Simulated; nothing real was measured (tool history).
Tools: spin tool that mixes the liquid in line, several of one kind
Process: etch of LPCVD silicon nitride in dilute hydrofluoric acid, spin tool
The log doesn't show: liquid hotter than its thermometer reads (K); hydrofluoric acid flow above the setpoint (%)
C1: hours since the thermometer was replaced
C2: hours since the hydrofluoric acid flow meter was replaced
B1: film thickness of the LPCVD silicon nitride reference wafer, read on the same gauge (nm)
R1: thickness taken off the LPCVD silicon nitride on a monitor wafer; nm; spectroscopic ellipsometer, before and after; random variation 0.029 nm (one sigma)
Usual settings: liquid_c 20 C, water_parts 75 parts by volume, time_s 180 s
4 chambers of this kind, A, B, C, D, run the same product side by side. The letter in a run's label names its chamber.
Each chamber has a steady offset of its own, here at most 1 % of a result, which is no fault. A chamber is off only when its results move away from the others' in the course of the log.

run 1B hour=10.3 | liquid_c=20 water_parts=75 time_s=180 | C1=26.5 C2=522.7 | B1=29.995 | R1=0.89211
run 2C hour=17.5 | liquid_c=20 water_parts=75 time_s=180 | C1=567.5 C2=339.5 | B1=30.002 | R1=0.917
run 3D hour=28.3 | liquid_c=20 water_parts=75 time_s=180 | C1=323.1 C2=611.3 | B1=30.008 | R1=0.85261
run 4A hour=37.7 | liquid_c=20 water_parts=75 time_s=180 | C1=1007.1 C2=146.8 | B1=30.004 | R1=0.87464
run 5D hour=46.3 | liquid_c=20 water_parts=75 time_s=180 | C1=341.1 C2=629.3 | B1=30.009 | R1=0.93705
run 6A hour=61 | liquid_c=20 water_parts=75 time_s=180 | C1=1030.4 C2=170.1 | B1=29.994 | R1=0.90779
run 7B hour=74.7 | liquid_c=20 water_parts=75 time_s=180 | C1=90.9 C2=587.1 | B1=29.998 | R1=0.88193
run 8C hour=86.5 | liquid_c=20 water_parts=75 time_s=180 | C1=636.5 C2=408.5 | B1=30.001 | R1=0.95758
run 9C hour=93.5 | liquid_c=20 water_parts=75 time_s=180 | C1=643.5 C2=415.5 | B1=30.005 | R1=0.94832
run 10D hour=100.3 | liquid_c=20 water_parts=75 time_s=280 | C1=395.1 C2=683.3 | B1=30.004 | R1=1.4543
run 11A hour=108.9 | liquid_c=20 water_parts=75 time_s=280 | C1=1078.3 C2=218 | B1=30.006 | R1=1.419
-- hour=111.7 chamber C: hydrofluoric acid flow meter replaced
run 12B hour=118.5 | liquid_c=20 water_parts=75 time_s=280 | C1=134.7 C2=630.9 | B1=30.003 | R1=1.4691
run 13C hour=125.5 | liquid_c=20 water_parts=75 time_s=280 | C1=675.5 C2=13.8 | B1=29.987 | R1=1.5175
run 14D hour=135.7 | liquid_c=20 water_parts=75 time_s=180 | C1=430.5 C2=718.7 | B1=29.999 | R1=0.91517
run 15B hour=146.9 | liquid_c=20 water_parts=75 time_s=180 | C1=163.1 C2=659.3 | B1=30.01 | R1=0.94858
run 16A hour=160.8 | liquid_c=20 water_parts=75 time_s=180 | C1=1130.2 C2=269.9 | B1=30.001 | R1=0.92075
run 17D hour=174.5 | liquid_c=20 water_parts=75 time_s=180 | C1=469.3 C2=757.5 | B1=30 | R1=0.93278
run 18B hour=183.6 | liquid_c=20 water_parts=75 time_s=180 | C1=199.8 C2=696 | B1=30.012 | R1=0.85583
run 19C hour=197 | liquid_c=20 water_parts=75 time_s=180 | C1=747 C2=85.3 | B1=30.018 | R1=0.8719
run 20A hour=204.2 | liquid_c=20 water_parts=75 time_s=180 | C1=1173.6 C2=313.3 | B1=30.009 | R1=1.0043
run 21D hour=217.9 | liquid_c=20 water_parts=75 time_s=180 | C1=512.7 C2=800.9 | B1=29.994 | R1=0.88087
run 22A hour=227.8 | liquid_c=20 water_parts=75 time_s=180 | C1=1197.2 C2=336.9 | B1=30.002 | R1=0.9845
run 23C hour=234.4 | liquid_c=20 water_parts=75 time_s=180 | C1=784.4 C2=122.7 | B1=29.984 | R1=0.92689
run 24B hour=248.7 | liquid_c=20 water_parts=75 time_s=180 | C1=264.9 C2=761.1 | B1=30.001 | R1=0.90172
run 25C hour=259.2 | liquid_c=20 water_parts=75 time_s=180 | C1=809.2 C2=147.5 | B1=30.001 | R1=0.93471
run 26D hour=265.7 | liquid_c=20 water_parts=75 time_s=180 | C1=560.5 C2=848.7 | B1=29.999 | R1=0.91947
run 27A hour=274.2 | liquid_c=20 water_parts=75 time_s=180 | C1=1243.6 C2=383.3 | B1=30.01 | R1=0.99519
run 28B hour=282.6 | liquid_c=20 water_parts=75 time_s=180 | C1=298.8 C2=795 | B1=30.001 | R1=0.87573
run 29B hour=294.6 | liquid_c=20 water_parts=75 time_s=180 | C1=310.8 C2=807 | B1=30.021 | R1=0.93503
-- hour=300.4 chamber A: hydrofluoric acid flow meter replaced
-- hour=302 chamber B: hydrofluoric acid flow meter replaced
run 30A hour=307 | liquid_c=20 water_parts=75 time_s=180 | C1=1276.4 C2=6.7 | B1=30.012 | R1=1.0467
run 31C hour=314.1 | liquid_c=20 water_parts=75 time_s=180 | C1=864.1 C2=202.4 | B1=30.008 | R1=0.88664
run 32D hour=321 | liquid_c=20 water_parts=75 time_s=180 | C1=615.8 C2=904 | B1=30.003 | R1=0.9121
run 33B hour=333.1 | liquid_c=17 water_parts=35 time_s=180 | C1=349.3 C2=31.2 | B1=29.989 | R1=1.5771
run 34D hour=340.7 | liquid_c=17 water_parts=35 time_s=180 | C1=635.5 C2=923.7 | B1=30.009 | R1=1.5368
run 35A hour=351 | liquid_c=17 water_parts=35 time_s=180 | C1=1320.4 C2=50.7 | B1=29.977 | R1=1.8601
run 36C hour=363.2 | liquid_c=17 water_parts=35 time_s=180 | C1=913.2 C2=251.5 | B1=30.001 | R1=1.5842
run 37C hour=369.9 | liquid_c=25 water_parts=75 time_s=180 | C1=919.9 C2=258.2 | B1=30.009 | R1=1.2943
run 38B hour=382.5 | liquid_c=25 water_parts=75 time_s=180 | C1=398.7 C2=80.6 | B1=30.016 | R1=1.294
run 39D hour=396.8 | liquid_c=25 water_parts=75 time_s=180 | C1=691.6 C2=979.8 | B1=29.991 | R1=1.2612
run 40A hour=403.9 | liquid_c=25 water_parts=75 time_s=180 | C1=1373.3 C2=103.6 | B1=29.999 | R1=1.4154

What goes on in this fleet: one chamber off, a drifting gauge, or nothing beyond the chambers' own small offsets? Name the chamber and the cause, if any.

Chamber A drifts away from the others.
Cause: liquid hotter than its thermometer reads (K) = 2.49.

Here are 4 candidates for chamber A's next run, each the usual settings with a change, their results left as question marks. Which one brings its results back in line with what the others give on the usual settings?
In line means no further than this from the other chambers' mean on the usual settings: R1 0.1 nm
run 41A-1 hour=414.4 | liquid_c=20.5 water_parts=70 time_s=195 | R1=?
run 41A-2 hour=414.4 | liquid_c=19.5 water_parts=85 time_s=180 | R1=?
run 41A-3 hour=414.4 | liquid_c=19 water_parts=75 time_s=130 | R1=?
run 41A-4 hour=414.4 | liquid_c=21 water_parts=65 time_s=210 | R1=?

The other chambers' mean on the usual settings: R1 0.91926 nm
run=41A-1 R1=1.2743
run=41A-2 R1=0.90731
run=41A-3 R1=0.71762
run=41A-4 R1=1.5269
41A-2 brings the chamber back in line.
